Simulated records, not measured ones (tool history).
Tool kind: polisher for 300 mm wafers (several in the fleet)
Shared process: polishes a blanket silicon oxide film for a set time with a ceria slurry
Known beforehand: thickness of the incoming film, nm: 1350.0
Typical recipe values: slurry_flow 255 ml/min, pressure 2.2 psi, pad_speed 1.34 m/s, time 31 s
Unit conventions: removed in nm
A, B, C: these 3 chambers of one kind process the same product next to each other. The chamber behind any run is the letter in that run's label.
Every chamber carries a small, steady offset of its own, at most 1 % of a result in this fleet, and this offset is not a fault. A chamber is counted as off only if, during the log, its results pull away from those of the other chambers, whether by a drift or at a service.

run   hour  slurry_flow  pressure  pad_speed  time  wafers polished on this pad  hours since the slurry nozzle was cleaned  hours since the head pressure was calibrated  removed
 1C    8.4          255       2.2       1.34    31                         1130                                      430.7                                          59.5   106.77
      15.5  -- chamber C: worn pad replaced by a new one
 2B   21.1          255       2.2       1.34    31                          685                                      401.6                                          61.7   105.44
 3A   29.9          255       2.2       1.34    31                          468                                       87.9                                         927.9   104.68
 4C   38.3          255       2.2       1.34    31                          183                                      460.6                                          89.4   105.46
 5A   49.1          255       2.2       1.34    31                          623                                      107.1                                         947.1   104.82
 6B   62.1          255       2.2       1.34    31                         1014                                      442.6                                         102.7   106.23
      63.3  -- chamber A: worn pad replaced by a new one
 7C   71.3          255       2.2       1.34    31                          448                                      493.6                                         122.4   105.68
 8A   78.8          255       2.2       1.34    31                          125                                      136.8                                         976.8   105.38
 9B   89.7          255       2.2       1.34    31                         1236                                      470.2                                         130.3   106.77
      91.8  -- chamber B: worn pad replaced by a new one
10C  102.3          255       2.2       1.34    31                          697                                      524.6                                         153.4   106.37
11B  111.5          255       2.2       1.34    31                          158                                        492                                         152.1   105.68
12A  122.2          255       2.2       1.34    31                          473                                      180.2                                        1020.2   107.06
13B  131.2          255       2.2       1.34    31                          316                                      511.7                                         171.8   103.21
       134  -- chamber A: worn pad replaced by a new one
14A  141.3          255       2.2       1.34    31                           58                                      199.3                                        1039.3   106.28
15C  148.3          255       2.2       1.34    31                         1067                                      570.6                                         199.4   105.02
16C  155.1          255       2.2       1.34    31                         1122                                      577.4                                         206.2   106.65
     161.7  -- chamber C: worn pad replaced by a new one
17B  163.2          255       2.2       1.34    31                          573                                      543.7                                         203.8   107.52
18A  170.1          255       2.2       1.34    31                          290                                      228.1                                        1068.1   104.93
19C  176.2          255       2.2       0.92    31                          117                                      598.5                                         227.3   71.664
20B    186          255       2.2       0.92    31                          757                                      566.5                                         226.6   70.119

For the next run the whole fleet of 3 chambers uses the same settings. Give each chamber's results:
21A  195.6          255       2.2       1.34    31                                                                                                                              ?
21B  195.6          255       2.2       1.34    31                                                                                                                              ?
21C  195.6          255       2.2       1.34    31                                                                                                                              ?

run  removed
21A   106.19
21B   106.88
21C   105.27

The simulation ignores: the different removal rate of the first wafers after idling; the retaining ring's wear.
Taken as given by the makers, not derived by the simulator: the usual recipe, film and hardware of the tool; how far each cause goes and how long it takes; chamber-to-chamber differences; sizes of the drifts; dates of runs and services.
